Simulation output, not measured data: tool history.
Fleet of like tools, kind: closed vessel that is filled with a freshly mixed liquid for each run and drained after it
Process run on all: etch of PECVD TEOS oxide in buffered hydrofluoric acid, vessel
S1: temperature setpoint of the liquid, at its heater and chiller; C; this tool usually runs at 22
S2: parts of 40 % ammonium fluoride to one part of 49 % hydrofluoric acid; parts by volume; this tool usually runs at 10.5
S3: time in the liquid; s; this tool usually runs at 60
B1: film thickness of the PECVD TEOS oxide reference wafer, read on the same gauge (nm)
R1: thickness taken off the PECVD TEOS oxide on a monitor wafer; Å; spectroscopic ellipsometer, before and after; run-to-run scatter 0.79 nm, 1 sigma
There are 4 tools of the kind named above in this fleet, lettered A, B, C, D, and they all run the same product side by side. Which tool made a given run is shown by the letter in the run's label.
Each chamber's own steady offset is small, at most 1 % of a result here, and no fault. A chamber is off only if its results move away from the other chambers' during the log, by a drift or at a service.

run	day	S1	S2	S3	B1	R1
1B	0.612	22	10.5	60	60.013	801.27
2A	0.958	22	10.5	60	59.988	805.05
3D	1.271	22	10.5	60	60.001	800.28
4C	1.833	22	10.5	60	60.002	814.96
5A	2.504	22	10.5	60	59.990	815.09
6C	3.025	22	10.5	60	60.016	803.03
7B	3.508	22	10.5	60	60.012	798.59
8D	3.954	22	10.5	60	59.989	789.89
# day 4.200: chamber B: thermometer replaced
9D	4.558	22	10.5	35	60.011	465.47
10C	4.958	22	10.5	35	60.002	476.87
11B	5.500	22	10.5	35	59.995	469.87
12A	6.071	22	10.5	35	59.984	465.31
13B	6.625	22	10.5	60	60.029	817.71
# day 6.654: chamber A: thermometer replaced
14C	7.204	22	10.5	60	60.011	818.76
15D	7.788	22	10.5	60	59.997	785.99
16A	8.183	22	8.5	60	59.991	951.23
17B	8.688	22	8.5	60	59.986	978.75
18C	9.233	22	8.5	60	60.018	975.32
19D	9.883	22	8.5	60	60.016	950.16
20A	10.354	22	10.5	60	60.007	808.57
21A	10.929	22	10.5	60	59.980	808.28
22D	11.483	22	10.5	60	60.013	807.97
23C	11.900	22	13.0	60	59.990	666.88
24B	12.208	22	13.0	60	60.009	654.53
25B	12.621	22	13.0	60	60.040	655.52
26D	13.171	22	13.0	60	60.031	660.99
27C	13.683	22	10.5	40	59.999	539.30
28A	14.283	22	10.5	40	60.003	542.66
29B	14.783	22	10.5	40	60.002	535.75

Which is it: a chamber that has drifted or been left off by a service, a gauge drift common to all chambers, or only each chamber's usual small offset? If a chamber is off, name it and its likeliest cause.

Neither any chamber nor the gauge drifts; the chambers differ only by their own small, steady offsets.
